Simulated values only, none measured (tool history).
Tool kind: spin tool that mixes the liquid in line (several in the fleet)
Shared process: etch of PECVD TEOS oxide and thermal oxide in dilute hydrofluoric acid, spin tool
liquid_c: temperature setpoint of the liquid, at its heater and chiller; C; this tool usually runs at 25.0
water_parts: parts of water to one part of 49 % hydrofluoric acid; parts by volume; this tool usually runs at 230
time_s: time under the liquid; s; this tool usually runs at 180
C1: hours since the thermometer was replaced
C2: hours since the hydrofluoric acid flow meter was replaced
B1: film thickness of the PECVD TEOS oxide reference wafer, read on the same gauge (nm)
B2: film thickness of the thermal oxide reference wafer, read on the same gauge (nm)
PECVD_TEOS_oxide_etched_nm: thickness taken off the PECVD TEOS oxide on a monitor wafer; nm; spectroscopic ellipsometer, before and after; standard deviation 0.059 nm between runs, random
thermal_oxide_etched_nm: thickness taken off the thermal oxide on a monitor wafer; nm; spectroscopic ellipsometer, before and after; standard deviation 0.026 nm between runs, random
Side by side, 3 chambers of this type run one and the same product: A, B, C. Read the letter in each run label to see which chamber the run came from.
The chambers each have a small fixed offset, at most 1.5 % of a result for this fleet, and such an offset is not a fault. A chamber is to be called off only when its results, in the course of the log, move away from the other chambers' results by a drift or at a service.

{"run": "1A", "hour": 4.6, "liquid_c": 25.0, "water_parts": 230, "time_s": 180, "C1": 868.8, "C2": 430.4, "B1": 119.99, "B2": 29.995, "PECVD_TEOS_oxide_etched_nm": 7.9438, "thermal_oxide_etched_nm": 3.2749}
{"run": "2B", "hour": 13.5, "liquid_c": 25.0, "water_parts": 230, "time_s": 180, "C1": 1371.6, "C2": 233.4, "B1": 120.01, "B2": 29.991, "PECVD_TEOS_oxide_etched_nm": 8.027, "thermal_oxide_etched_nm": 3.2612}
{"run": "3C", "hour": 21.7, "liquid_c": 25.0, "water_parts": 230, "time_s": 180, "C1": 588.0, "C2": 1065.7, "B1": 119.99, "B2": 30.01, "PECVD_TEOS_oxide_etched_nm": 8.1045, "thermal_oxide_etched_nm": 3.3058}
{"run": "4C", "hour": 30.1, "liquid_c": 25.0, "water_parts": 230, "time_s": 180, "C1": 596.4, "C2": 1074.1, "B1": 120.0, "B2": 30.016, "PECVD_TEOS_oxide_etched_nm": 8.08, "thermal_oxide_etched_nm": 3.3246}
{"run": "5A", "hour": 37.9, "liquid_c": 25.0, "water_parts": 230, "time_s": 180, "C1": 902.1, "C2": 463.7, "B1": 120.03, "B2": 29.968, "PECVD_TEOS_oxide_etched_nm": 7.8671, "thermal_oxide_etched_nm": 3.2734}
{"run": "6B", "hour": 43.1, "liquid_c": 25.0, "water_parts": 230, "time_s": 180, "C1": 1401.2, "C2": 263.0, "B1": 120.04, "B2": 30.001, "PECVD_TEOS_oxide_etched_nm": 8.0023, "thermal_oxide_etched_nm": 3.3256}
{"run": "7A", "hour": 47.5, "liquid_c": 22.0, "water_parts": 230, "time_s": 225, "C1": 911.7, "C2": 473.3, "B1": 120.0, "B2": 29.999, "PECVD_TEOS_oxide_etched_nm": 8.9388, "thermal_oxide_etched_nm": 3.6881}
{"run": "8C", "hour": 51.9, "liquid_c": 22.0, "water_parts": 230, "time_s": 225, "C1": 618.2, "C2": 1095.9, "B1": 119.99, "B2": 29.975, "PECVD_TEOS_oxide_etched_nm": 9.1085, "thermal_oxide_etched_nm": 3.6686}
{"run": "9B", "hour": 59.7, "liquid_c": 22.0, "water_parts": 230, "time_s": 225, "C1": 1417.8, "C2": 279.6, "B1": 120.04, "B2": 30.004, "PECVD_TEOS_oxide_etched_nm": 8.9304, "thermal_oxide_etched_nm": 3.7099}
{"run": "10A", "hour": 66.7, "liquid_c": 25.0, "water_parts": 230, "time_s": 180, "C1": 930.9, "C2": 492.5, "B1": 120.06, "B2": 30.015, "PECVD_TEOS_oxide_etched_nm": 7.9366, "thermal_oxide_etched_nm": 3.2425}
{"run": "11B", "hour": 73.7, "liquid_c": 25.0, "water_parts": 230, "time_s": 180, "C1": 1431.8, "C2": 293.6, "B1": 119.96, "B2": 30.007, "PECVD_TEOS_oxide_etched_nm": 7.969, "thermal_oxide_etched_nm": 3.3097}
{"run": "12C", "hour": 78.5, "liquid_c": 25.0, "water_parts": 230, "time_s": 180, "C1": 644.8, "C2": 1122.5, "B1": 120.01, "B2": 29.961, "PECVD_TEOS_oxide_etched_nm": 8.101, "thermal_oxide_etched_nm": 3.3254}
{"run": "13B", "hour": 86.2, "liquid_c": 25.0, "water_parts": 230, "time_s": 180, "C1": 1444.3, "C2": 306.1, "B1": 120.02, "B2": 30.004, "PECVD_TEOS_oxide_etched_nm": 8.0149, "thermal_oxide_etched_nm": 3.221}
{"run": "14C", "hour": 93.4, "liquid_c": 25.0, "water_parts": 230, "time_s": 180, "C1": 659.7, "C2": 1137.4, "B1": 120.04, "B2": 30.004, "PECVD_TEOS_oxide_etched_nm": 8.1231, "thermal_oxide_etched_nm": 3.3398}
{"run": "15A", "hour": 98.4, "liquid_c": 25.0, "water_parts": 230, "time_s": 180, "C1": 962.6, "C2": 524.2, "B1": 119.95, "B2": 29.999, "PECVD_TEOS_oxide_etched_nm": 8.0557, "thermal_oxide_etched_nm": 3.2498}
{"run": "16A", "hour": 108.5, "liquid_c": 25.0, "water_parts": 230, "time_s": 180, "C1": 972.7, "C2": 534.3, "B1": 119.99, "B2": 30.001, "PECVD_TEOS_oxide_etched_nm": 8.0184, "thermal_oxide_etched_nm": 3.2554}
{"run": "17B", "hour": 114.9, "liquid_c": 26.5, "water_parts": 230, "time_s": 180, "C1": 1473.0, "C2": 334.8, "B1": 119.99, "B2": 29.982, "PECVD_TEOS_oxide_etched_nm": 8.4228, "thermal_oxide_etched_nm": 3.4077}
{"run": "18C", "hour": 124.3, "liquid_c": 26.5, "water_parts": 230, "time_s": 180, "C1": 690.6, "C2": 1168.3, "B1": 120.01, "B2": 30.019, "PECVD_TEOS_oxide_etched_nm": 8.5603, "thermal_oxide_etched_nm": 3.4908}
{"run": "19B", "hour": 131.6, "liquid_c": 26.5, "water_parts": 230, "time_s": 180, "C1": 1489.7, "C2": 351.5, "B1": 119.93, "B2": 29.992, "PECVD_TEOS_oxide_etched_nm": 8.3476, "thermal_oxide_etched_nm": 3.4461}
{"run": "20A", "hour": 139.7, "liquid_c": 25.0, "water_parts": 230, "time_s": 180, "C1": 1003.9, "C2": 565.5, "B1": 120.07, "B2": 30.005, "PECVD_TEOS_oxide_etched_nm": 8.1003, "thermal_oxide_etched_nm": 3.3253}
{"run": "21C", "hour": 146.5, "liquid_c": 25.0, "water_parts": 230, "time_s": 180, "C1": 712.8, "C2": 1190.5, "B1": 120.04, "B2": 29.996, "PECVD_TEOS_oxide_etched_nm": 8.2007, "thermal_oxide_etched_nm": 3.2685}
{"run": "22A", "hour": 151.1, "liquid_c": 25.0, "water_parts": 300, "time_s": 80, "C1": 1015.3, "C2": 576.9, "B1": 120.01, "B2": 29.976, "PECVD_TEOS_oxide_etched_nm": 2.5233, "thermal_oxide_etched_nm": 1.0391}
{"run": "23C", "hour": 156.9, "liquid_c": 25.0, "water_parts": 300, "time_s": 80, "C1": 723.2, "C2": 1200.9, "B1": 119.99, "B2": 30.015, "PECVD_TEOS_oxide_etched_nm": 2.5341, "thermal_oxide_etched_nm": 1.0245}
{"run": "24B", "hour": 165.4, "liquid_c": 25.0, "water_parts": 300, "time_s": 80, "C1": 1523.5, "C2": 385.3, "B1": 120.02, "B2": 29.971, "PECVD_TEOS_oxide_etched_nm": 2.5508, "thermal_oxide_etched_nm": 1.0485}
{"run": "25C", "hour": 170.3, "liquid_c": 25.0, "water_parts": 230, "time_s": 180, "C1": 736.6, "C2": 1214.3, "B1": 119.95, "B2": 30.02, "PECVD_TEOS_oxide_etched_nm": 8.0833, "thermal_oxide_etched_nm": 3.3282}
{"run": "26B", "hour": 177.2, "liquid_c": 25.0, "water_parts": 230, "time_s": 180, "C1": 1535.3, "C2": 397.1, "B1": 119.96, "B2": 29.997, "PECVD_TEOS_oxide_etched_nm": 7.9285, "thermal_oxide_etched_nm": 3.2453}
{"run": "27A", "hour": 184.2, "liquid_c": 25.0, "water_parts": 230, "time_s": 180, "C1": 1048.4, "C2": 610.0, "B1": 120.0, "B2": 29.996, "PECVD_TEOS_oxide_etched_nm": 8.0071, "thermal_oxide_etched_nm": 3.2771}
{"run": "28C", "hour": 189.4, "liquid_c": 25.0, "water_parts": 230, "time_s": 180, "C1": 755.7, "C2": 1233.4, "B1": 120.0, "B2": 30.025, "PECVD_TEOS_oxide_etched_nm": 8.035, "thermal_oxide_etched_nm": 3.2493}
{"run": "29B", "hour": 199.2, "liquid_c": 25.0, "water_parts": 230, "time_s": 180, "C1": 1557.3, "C2": 419.1, "B1": 119.95, "B2": 29.984, "PECVD_TEOS_oxide_etched_nm": 8.0527, "thermal_oxide_etched_nm": 3.3119}
{"run": "30A", "hour": 206.5, "liquid_c": 25.0, "water_parts": 230, "time_s": 180, "C1": 1070.7, "C2": 632.3, "B1": 120.03, "B2": 30.015, "PECVD_TEOS_oxide_etched_nm": 8.0774, "thermal_oxide_etched_nm": 3.2535}
{"run": "31C", "hour": 215.9, "liquid_c": 25.0, "water_parts": 230, "time_s": 180, "C1": 782.2, "C2": 1259.9, "B1": 119.99, "B2": 29.999, "PECVD_TEOS_oxide_etched_nm": 8.063, "thermal_oxide_etched_nm": 3.2906}
{"run": "32A", "hour": 223.9, "liquid_c": 21.5, "water_parts": 230, "time_s": 115, "C1": 1088.1, "C2": 649.7, "B1": 119.99, "B2": 29.984, "PECVD_TEOS_oxide_etched_nm": 4.5024, "thermal_oxide_etched_nm": 1.8377}

Is one chamber off against the others, does the gauge drift, or is nothing wrong? If a chamber is off, say which, and what the likeliest cause is.

The fleet is healthy, with each chamber sitting at its usual small offset and no drift in the gauge.
